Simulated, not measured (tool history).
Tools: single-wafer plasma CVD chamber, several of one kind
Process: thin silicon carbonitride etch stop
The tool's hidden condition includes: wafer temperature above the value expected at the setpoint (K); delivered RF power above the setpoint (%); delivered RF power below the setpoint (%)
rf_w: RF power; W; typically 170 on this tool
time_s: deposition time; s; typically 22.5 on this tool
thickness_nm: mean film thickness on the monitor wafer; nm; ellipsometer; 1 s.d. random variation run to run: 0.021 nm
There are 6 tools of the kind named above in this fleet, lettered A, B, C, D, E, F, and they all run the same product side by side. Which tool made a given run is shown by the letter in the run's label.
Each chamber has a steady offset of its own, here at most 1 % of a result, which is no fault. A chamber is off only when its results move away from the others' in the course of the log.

| run | hour | rf_w | time_s | hours since the last thermocouple change | hours since the last RF generator calibration | read-back reference wafer on the same gauge, thickness_nm | thickness_nm |
|---|---|---|---|---|---|---|---|
| 1F | 3 | 170 | 22.5 | 16.4 | 766.3 | 11.996 | 12.142 |
| 2E | 6.2 | 170 | 22.5 | 1484.9 | 798.2 | 12.001 | 12.293 |
|  | 11.3 | chamber F: RF generator calibrated |
| 3A | 11.9 | 170 | 22.5 | 152.4 | 1060 | 12.006 | 12.318 |
| 4D | 17.5 | 170 | 22.5 | 848.1 | 1146.6 | 12.013 | 12.112 |
| 5B | 21.9 | 170 | 22.5 | 78.2 | 1526.3 | 12.008 | 12.338 |
| 6C | 27.7 | 170 | 22.5 | 281.9 | 1702.8 | 12.013 | 12.219 |
| 7D | 30.5 | 195 | 25.8 | 861.1 | 1159.6 | 12.01 | 14.455 |
| 8F | 33.2 | 195 | 25.8 | 46.6 | 22 | 12.011 | 14.533 |
| 9E | 36.4 | 195 | 25.8 | 1515.1 | 828.4 | 12.015 | 14.728 |
| 10A | 39.9 | 195 | 25.8 | 180.4 | 1088 | 12.019 | 14.648 |
| 11C | 44.2 | 195 | 25.8 | 298.4 | 1719.3 | 12.023 | 14.607 |
| 12B | 46.9 | 195 | 25.8 | 103.2 | 1551.3 | 12.022 | 14.776 |
| 13F | 52.4 | 195 | 19.6 | 65.8 | 41.2 | 12.02 | 11.065 |
| 14B | 55.1 | 195 | 19.6 | 111.4 | 1559.5 | 12.023 | 11.166 |
| 15A | 58.3 | 195 | 19.6 | 198.8 | 1106.4 | 12.027 | 11.153 |
| 16D | 63 | 195 | 19.6 | 893.6 | 1192.1 | 12.03 | 11.027 |
| 17E | 67.1 | 195 | 19.6 | 1545.8 | 859.1 | 12.032 | 11.215 |
|  | 67.4 | chamber E: RF generator calibrated |
| 18C | 72.1 | 195 | 19.6 | 326.3 | 1747.2 | 12.029 | 11.11 |
| 19F | 77.7 | 170 | 22.5 | 91.1 | 66.5 | 12.033 | 12.193 |
| 20C | 83 | 170 | 22.5 | 337.2 | 1758.1 | 12.032 | 12.264 |
| 21A | 88.2 | 170 | 22.5 | 228.7 | 1136.3 | 12.035 | 12.281 |
| 22E | 93.2 | 170 | 22.5 | 1571.9 | 25.9 | 12.04 | 12.388 |
| 23D | 97.2 | 170 | 22.5 | 927.8 | 1226.3 | 12.047 | 12.163 |
| 24B | 102.7 | 170 | 22.5 | 159 | 1607.1 | 12.048 | 12.353 |
| 25C | 108.4 | 170 | 22.5 | 362.6 | 1783.5 | 12.052 | 12.264 |
| 26D | 113.8 | 140 | 25 | 944.4 | 1242.9 | 12.052 | 12.736 |
| 27B | 119.4 | 140 | 25 | 175.7 | 1623.8 | 12.052 | 12.979 |
| 28E | 124.8 | 140 | 25 | 1603.5 | 57.5 | 12.06 | 13 |
| 29F | 127.7 | 140 | 25 | 141.1 | 116.5 | 12.056 | 12.809 |
| 30A | 130.5 | 140 | 25 | 271 | 1178.6 | 12.06 | 12.917 |
| 31A | 134.1 | 140 | 25 | 274.6 | 1182.2 | 12.062 | 12.964 |
| 32C | 137.8 | 170 | 22.5 | 392 | 1812.9 | 12.064 | 12.246 |
| 33E | 143.4 | 170 | 22.5 | 1622.1 | 76.1 | 12.06 | 12.352 |
| 34B | 149.3 | 170 | 22.5 | 205.6 | 1653.7 | 12.064 | 12.325 |
| 35D | 152.3 | 170 | 22.5 | 982.9 | 1281.4 | 12.067 | 12.198 |
| 36F | 158.3 | 170 | 22.5 | 171.7 | 147.1 | 12.069 | 12.216 |
| 37A | 161.4 | 170 | 22.5 | 301.9 | 1209.5 | 12.072 | 12.355 |
| 38B | 165.8 | 170 | 22.5 | 222.1 | 1670.2 | 12.071 | 12.37 |
| 39C | 169.5 | 170 | 22.5 | 423.7 | 1844.6 | 12.071 | 12.278 |
| 40F | 173.9 | 170 | 22.5 | 187.3 | 162.7 | 12.081 | 12.24 |
| 41D | 178 | 170 | 22.5 | 1008.6 | 1307.1 | 12.077 | 12.193 |
| 42E | 182.6 | 170 | 22.5 | 1661.3 | 115.3 | 12.081 | 12.402 |

For the next run the whole fleet of 6 chambers uses the same settings. Give each chamber's results:
| 43A | 187 | 170 | 22.5 |  |  |  | ? |
| 43B | 187 | 170 | 22.5 |  |  |  | ? |
| 43C | 187 | 170 | 22.5 |  |  |  | ? |
| 43D | 187 | 170 | 22.5 |  |  |  | ? |
| 43E | 187 | 170 | 22.5 |  |  |  | ? |
| 43F | 187 | 170 | 22.5 |  |  |  | ? |

| run | thickness_nm |
|---|---|
| 43A | 12.372 |
| 43B | 12.384 |
| 43C | 12.285 |
| 43D | 12.171 |
| 43E | 12.415 |
| 43F | 12.183 |
